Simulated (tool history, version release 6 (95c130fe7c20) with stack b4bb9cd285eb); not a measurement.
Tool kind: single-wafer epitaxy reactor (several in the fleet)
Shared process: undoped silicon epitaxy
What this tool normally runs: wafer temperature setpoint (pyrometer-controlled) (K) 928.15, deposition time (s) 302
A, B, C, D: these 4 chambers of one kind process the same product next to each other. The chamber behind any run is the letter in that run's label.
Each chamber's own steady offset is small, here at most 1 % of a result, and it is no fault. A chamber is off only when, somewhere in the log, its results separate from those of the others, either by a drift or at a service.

run    day  wafer temperature setpoint (pyrometer-controlled) (K)  deposition time (s)  read-back reference wafer on the same gauge, thickness_nm  mean film thickness on the monitor wafer (Å)
 1B  0.167                                                 928.15                  302                                                     53.691                                        563.63
 2A  0.329                                                 928.15                  302                                                     53.685                                        562.56
 3D  0.512                                                 928.15                  302                                                     53.670                                        571.89
 4C  0.679                                                 928.15                  302                                                     53.665                                        567.73
 5B  0.904                                                 928.15                  302                                                     53.654                                        563.94
 6C  1.112                                                 928.15                  302                                                     53.657                                        567.80
 7D  1.271                                                 928.15                  302                                                     53.674                                        569.32
 8A  1.454                                                 928.15                  302                                                     53.639                                        562.90
 9A  1.583                                                 939.15                  336                                                     53.644                                        796.03
10B  1.754                                                 939.15                  336                                                     53.631                                        794.81
11C  1.862                                                 939.15                  336                                                     53.632                                        795.50
12D  2.083                                                 939.15                  336                                                     53.620                                        799.19
13A  2.312                                                 928.15                  277                                                     53.597                                        517.20
14C  2.442                                                 928.15                  277                                                     53.607                                        520.52
15D  2.625                                                 928.15                  277                                                     53.587                                        522.39
16B  2.821                                                 928.15                  277                                                     53.595                                        515.77
17C  2.996                                                 928.15                  302                                                     53.591                                        565.83
18B  3.175                                                 928.15                  302                                                     53.582                                        563.74
19A  3.367                                                 928.15                  302                                                     53.583                                        561.71
20D  3.588                                                 928.15                  302                                                     53.583                                        569.95
21D  3.821                                                 928.15                  302                                                     53.564                                        568.86
22C  4.021                                                 928.15                  302                                                     53.552                                        565.09
23A  4.208                                                 928.15                  302                                                     53.555                                        561.47
     4.329  -- chamber B: pyrometer calibrated
24B  4.425                                                 928.15                  302                                                     53.523                                        562.31
25B  4.596                                                 928.15                  302                                                     53.519                                        563.39
26C  4.779                                                 928.15                  302                                                     53.523                                        567.06
27D  4.929                                                 936.15                  302                                                     53.499                                        673.79
     5.142  -- chamber A: pyrometer calibrated
28A  5.154                                                 936.15                  302                                                     53.501                                        669.30
29C  5.383                                                 936.15                  302                                                     53.482                                        668.18
30B  5.542                                                 936.15                  302                                                     53.498                                        668.60
31D  5.696                                                 928.15                  302                                                     53.503                                        568.60
     5.867  -- chamber D: pyrometer calibrated
32A  5.875                                                 928.15                  302                                                     53.471                                        562.16
33D  6.079                                                 928.15                  302                                                     53.464                                        568.80
34C  6.208                                                 928.15                  302                                                     53.476                                        565.33
35B  6.421                                                 928.15                  302                                                     53.452                                        563.30
36A  6.633                                                 928.15                  302                                                     53.454                                        562.97
37D  6.829                                                 928.15                  302                                                     53.443                                        566.52
38A  7.033                                                 928.15                  302                                                     53.437                                        561.57

Predict what each chamber gives when all 4 of them run the settings below next.
39A  7.212                                                 928.15                  302                                                                                                        ?
39B  7.212                                                 928.15                  302                                                                                                        ?
39C  7.212                                                 928.15                  302                                                                                                        ?
39D  7.212                                                 928.15                  302                                                                                                        ?

run  mean film thickness on the monitor wafer (Å)
39A                                        561.16
39B                                        561.64
39C                                        565.66
39D                                        567.47
